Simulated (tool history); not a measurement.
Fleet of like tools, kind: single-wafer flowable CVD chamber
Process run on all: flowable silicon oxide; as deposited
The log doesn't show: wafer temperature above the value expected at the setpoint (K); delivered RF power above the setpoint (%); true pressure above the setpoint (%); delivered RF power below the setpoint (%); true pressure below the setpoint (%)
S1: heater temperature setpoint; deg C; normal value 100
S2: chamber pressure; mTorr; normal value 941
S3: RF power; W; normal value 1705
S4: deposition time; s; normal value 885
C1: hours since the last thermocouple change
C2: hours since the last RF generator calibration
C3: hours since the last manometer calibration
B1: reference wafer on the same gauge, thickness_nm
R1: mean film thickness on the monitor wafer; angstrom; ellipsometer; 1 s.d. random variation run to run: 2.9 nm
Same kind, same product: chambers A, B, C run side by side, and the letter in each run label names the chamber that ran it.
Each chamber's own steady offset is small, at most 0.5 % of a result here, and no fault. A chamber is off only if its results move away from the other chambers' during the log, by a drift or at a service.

run,hour,S1,S2,S3,S4,C1,C2,C3,B1,R1
1B,4.8,100,941,1705,885,1783.3,351.4,590.7,691.23,6365.1
2A,8.8,100,941,1705,885,1883.6,1056.2,960.9,690.80,6361.7
3C,14.7,100,941,1705,885,1101.8,953.5,671.7,690.94,6300.1
4A,20.2,100,941,1705,885,1895.0,1067.6,972.3,691.66,6388.8
5C,24.7,100,941,1705,885,1111.8,963.5,681.7,690.66,6333.1
# hour 25.1: chamber B: thermocouple changed; heater temperature recalibrated
6B,28.2,100,941,1705,885,3.2,374.8,614.1,690.70,6397.9
7C,34.7,100,941,1705,885,1121.8,973.5,691.7,691.51,6283.8
# hour 38.9: chamber C: RF generator calibrated
8A,42.2,90,941,1705,948,1917.0,1089.6,994.3,690.94,9509.6
9B,45.9,90,941,1705,948,20.9,392.5,631.8,690.68,9370.6
10B,52.8,90,941,1705,948,27.8,399.4,638.7,691.14,9393.4
11C,60.0,100,941,1705,725,1147.1,21.1,717.0,690.26,5198.4
12A,67.6,100,941,1705,725,1942.4,1115.0,1019.7,691.86,5202.0
13A,74.2,100,941,1705,725,1949.0,1121.6,1026.3,691.20,5222.6
14B,80.9,100,941,1705,885,55.9,427.5,666.8,691.17,6346.5
15C,87.1,100,727,1705,885,1174.2,48.2,744.1,691.13,4540.9
16B,94.7,100,727,1705,885,69.7,441.3,680.6,691.03,4551.8
17C,102.0,100,727,1705,885,1189.1,63.1,759.0,691.09,4481.5
18A,109.9,100,941,1885,750,1984.7,1157.3,1062.0,690.81,5544.5
19B,114.1,100,941,1885,750,89.1,460.7,700.0,690.68,5517.6
20A,117.6,100,941,1885,750,1992.4,1165.0,1069.7,690.84,5545.9
21C,121.9,100,941,1705,885,1209.0,83.0,778.9,690.69,6220.0
22B,127.3,100,941,1705,885,102.3,473.9,713.2,690.91,6350.4
23C,130.9,100,941,1705,885,1218.0,92.0,787.9,690.60,6258.4
24A,135.2,100,941,1705,885,2010.0,1182.6,1087.3,691.01,6379.5
25A,139.8,100,941,1705,885,2014.6,1187.2,1091.9,691.37,6397.4
26B,144.4,100,941,1705,885,119.4,491.0,730.3,690.40,6336.5
27C,149.3,100,941,1705,885,1236.4,110.4,806.3,691.78,6216.1
28B,153.6,100,941,1705,885,128.6,500.2,739.5,691.92,6347.5
29C,160.4,100,941,1705,885,1247.5,121.5,817.4,690.30,6200.7
30A,167.1,100,941,1705,885,2041.9,1214.5,1119.2,691.53,6368.3
31C,170.8,100,941,1705,885,1257.9,131.9,827.8,691.53,6187.0
32B,176.7,100,941,1705,885,151.7,523.3,762.6,690.91,6338.4
33A,180.6,100,941,1705,885,2055.4,1228.0,1132.7,690.60,6362.7
34B,185.5,100,1079,1550,885,160.5,532.1,771.4,691.25,7251.8
35A,192.4,100,1079,1550,885,2067.2,1239.8,1144.5,691.12,7341.0
36C,197.1,100,1079,1550,885,1284.2,158.2,854.1,691.35,7012.1
37C,202.9,100,941,1705,885,1290.0,164.0,859.9,691.84,6077.7
38A,209.6,100,941,1705,885,2084.4,1257.0,1161.7,690.66,6377.5
39B,217.2,100,941,1705,885,192.2,563.8,803.1,691.17,6339.8
40C,222.0,100,941,1705,885,1309.1,183.1,879.0,691.46,6054.6
41B,225.9,100,941,1705,885,200.9,572.5,811.8,690.21,6342.4
42A,229.5,100,941,1705,885,2104.3,1276.9,1181.6,691.22,6359.9
43B,237.5,100,941,1705,885,212.5,584.1,823.4,690.31,6369.5
44C,242.3,100,941,1705,885,1329.4,203.4,899.3,691.65,6019.6

What goes on in this fleet: one chamber off, a drifting gauge, or nothing beyond the chambers' own small offsets? Name the chamber and the cause, if any.

One chamber, C, drifts off from the rest bit by bit.
Likeliest cause: true pressure below the setpoint (%) = 4.12.
Not necessarily distinguishable in this log from: wafer temperature above the value expected at the setpoint (K).

Here are 4 candidates for chamber C's next run, each the usual settings with a change, their results left as question marks. Which one brings its results back in line with what the others give on the usual settings?
In line means no further than this from the other chambers' mean on the usual settings: R1 100.0 angstrom
45C-1,248.0,100,941,1680,842,,,,,?
45C-2,248.0,100,953,1710,891,,,,,?
45C-3,248.0,100,928,1705,879,,,,,?
45C-4,248.0,99,952,1710,885,,,,,?

Usual-settings mean across the other chambers: R1 6365.2 angstrom
run,R1
45C-1,5746.6
45C-2,6204.7
45C-3,5923.7
45C-4,6354.4
It is 45C-4 that realigns the chamber with its peers.

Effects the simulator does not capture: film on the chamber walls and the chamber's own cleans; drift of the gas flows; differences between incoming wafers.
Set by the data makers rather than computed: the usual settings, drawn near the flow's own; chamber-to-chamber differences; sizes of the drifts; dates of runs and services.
